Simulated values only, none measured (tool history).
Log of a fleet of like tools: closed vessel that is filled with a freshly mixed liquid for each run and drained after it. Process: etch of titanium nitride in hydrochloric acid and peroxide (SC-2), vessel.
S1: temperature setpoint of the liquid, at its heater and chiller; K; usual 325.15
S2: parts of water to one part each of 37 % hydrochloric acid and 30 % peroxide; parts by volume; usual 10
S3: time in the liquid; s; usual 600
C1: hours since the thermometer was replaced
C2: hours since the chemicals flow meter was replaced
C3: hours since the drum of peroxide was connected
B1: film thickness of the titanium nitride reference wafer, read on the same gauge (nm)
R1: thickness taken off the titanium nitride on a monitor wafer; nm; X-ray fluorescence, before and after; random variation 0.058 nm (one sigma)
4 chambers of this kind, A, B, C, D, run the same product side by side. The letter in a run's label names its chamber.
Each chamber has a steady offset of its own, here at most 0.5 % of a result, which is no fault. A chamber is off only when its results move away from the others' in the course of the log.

-- hour=0.6 chamber C: chemicals flow meter replaced
run 1C hour=5.2 | S1=325.15 S2=10 S3=600 | C1=207.4 C2=4.6 C3=33.4 | B1=29.964 | R1=15.809
run 2B hour=10.4 | S1=325.15 S2=10 S3=600 | C1=342.6 C2=706 C3=576.8 | B1=30.008 | R1=15.554
run 3A hour=19 | S1=325.15 S2=10 S3=600 | C1=336.3 C2=1374.7 C3=221.8 | B1=29.964 | R1=15.68
run 4D hour=23.8 | S1=325.15 S2=10 S3=600 | C1=591.9 C2=244.5 C3=210.5 | B1=30.011 | R1=15.666
run 5D hour=30.5 | S1=325.15 S2=10 S3=600 | C1=598.6 C2=251.2 C3=217.2 | B1=29.946 | R1=15.562
run 6B hour=38.2 | S1=325.15 S2=10 S3=600 | C1=370.4 C2=733.8 C3=604.6 | B1=30.033 | R1=15.54
run 7C hour=47.1 | S1=325.15 S2=10 S3=600 | C1=249.3 C2=46.5 C3=75.3 | B1=29.984 | R1=15.848
run 8A hour=52.4 | S1=325.15 S2=10 S3=600 | C1=369.7 C2=1408.1 C3=255.2 | B1=30.017 | R1=15.75
run 9D hour=61.3 | S1=325.15 S2=10 S3=600 | C1=629.4 C2=282 C3=248 | B1=29.982 | R1=15.73
run 10C hour=69 | S1=325.15 S2=10 S3=600 | C1=271.2 C2=68.4 C3=97.2 | B1=29.966 | R1=15.745
run 11A hour=78.3 | S1=325.15 S2=10 S3=600 | C1=395.6 C2=1434 C3=281.1 | B1=29.978 | R1=15.741
run 12B hour=83.8 | S1=325.15 S2=10 S3=600 | C1=416 C2=779.4 C3=650.2 | B1=30.009 | R1=15.735
-- hour=87.3 chamber A: chemicals flow meter replaced
run 13B hour=93.5 | S1=325.15 S2=10 S3=600 | C1=425.7 C2=789.1 C3=659.9 | B1=29.964 | R1=15.57
run 14D hour=104 | S1=325.15 S2=10 S3=600 | C1=672.1 C2=324.7 C3=290.7 | B1=30.022 | R1=15.693
run 15A hour=113.2 | S1=325.15 S2=10 S3=385 | C1=430.5 C2=26 C3=316 | B1=30.017 | R1=10.029
run 16C hour=122.6 | S1=325.15 S2=10 S3=385 | C1=324.8 C2=122 C3=150.8 | B1=29.998 | R1=10.155
run 17D hour=132.4 | S1=325.15 S2=10 S3=385 | C1=700.5 C2=353.1 C3=319.1 | B1=30.056 | R1=10.046
run 18C hour=138 | S1=325.15 S2=10 S3=385 | C1=340.2 C2=137.4 C3=166.2 | B1=30.012 | R1=10.087
run 19A hour=143.8 | S1=325.15 S2=10 S3=600 | C1=461.1 C2=56.6 C3=346.6 | B1=30.023 | R1=15.577
run 20B hour=152.4 | S1=325.15 S2=10 S3=600 | C1=484.6 C2=848 C3=718.8 | B1=30.048 | R1=15.574
run 21B hour=160.2 | S1=325.15 S2=10 S3=600 | C1=492.4 C2=855.8 C3=726.6 | B1=30.001 | R1=15.59
run 22C hour=171 | S1=325.15 S2=10 S3=600 | C1=373.2 C2=170.4 C3=199.2 | B1=30.012 | R1=15.868
run 23D hour=180.7 | S1=328.15 S2=10 S3=820 | C1=748.8 C2=401.4 C3=367.4 | B1=29.983 | R1=26.075
run 24A hour=187.6 | S1=328.15 S2=10 S3=820 | C1=504.9 C2=100.4 C3=390.4 | B1=29.995 | R1=25.488
run 25C hour=196.7 | S1=328.15 S2=10 S3=820 | C1=398.9 C2=196.1 C3=224.9 | B1=29.939 | R1=26.11
run 26B hour=205.6 | S1=328.15 S2=10 S3=820 | C1=537.8 C2=901.2 C3=772 | B1=30.004 | R1=25.971
run 27A hour=214.6 | S1=325.15 S2=10 S3=600 | C1=531.9 C2=127.4 C3=417.4 | B1=30.029 | R1=15.409
run 28D hour=224 | S1=325.15 S2=10 S3=600 | C1=792.1 C2=444.7 C3=410.7 | B1=29.983 | R1=15.686
run 29A hour=230.5 | S1=325.15 S2=12.5 S3=600 | C1=547.8 C2=143.3 C3=433.3 | B1=30.009 | R1=12.681
run 30C hour=239.9 | S1=325.15 S2=12.5 S3=600 | C1=442.1 C2=239.3 C3=268.1 | B1=30.001 | R1=12.956
run 31B hour=248.7 | S1=325.15 S2=12.5 S3=600 | C1=580.9 C2=944.3 C3=815.1 | B1=29.992 | R1=12.966
run 32D hour=255.2 | S1=325.15 S2=12.5 S3=600 | C1=823.3 C2=475.9 C3=441.9 | B1=29.977 | R1=12.909
run 33D hour=263 | S1=325.15 S2=10 S3=600 | C1=831.1 C2=483.7 C3=449.7 | B1=29.997 | R1=15.637
run 34B hour=270.4 | S1=325.15 S2=10 S3=600 | C1=602.6 C2=966 C3=836.8 | B1=30.021 | R1=15.534
run 35C hour=280.4 | S1=325.15 S2=10 S3=600 | C1=482.6 C2=279.8 C3=308.6 | B1=29.997 | R1=15.837
run 36A hour=289.7 | S1=325.15 S2=10 S3=600 | C1=607 C2=202.5 C3=492.5 | B1=30.008 | R1=15.2
run 37D hour=295.1 | S1=325.15 S2=10 S3=600 | C1=863.2 C2=515.8 C3=481.8 | B1=30.005 | R1=15.645

All 4 chambers run these settings next. Forecast each chamber's results:
run 38A hour=302.8 | S1=325.15 S2=10 S3=600 | R1=?
run 38B hour=302.8 | S1=325.15 S2=10 S3=600 | R1=?
run 38C hour=302.8 | S1=325.15 S2=10 S3=600 | R1=?
run 38D hour=302.8 | S1=325.15 S2=10 S3=600 | R1=?

run=38A R1=15.1
run=38B R1=15.558
run=38C R1=15.791
run=38D R1=15.659

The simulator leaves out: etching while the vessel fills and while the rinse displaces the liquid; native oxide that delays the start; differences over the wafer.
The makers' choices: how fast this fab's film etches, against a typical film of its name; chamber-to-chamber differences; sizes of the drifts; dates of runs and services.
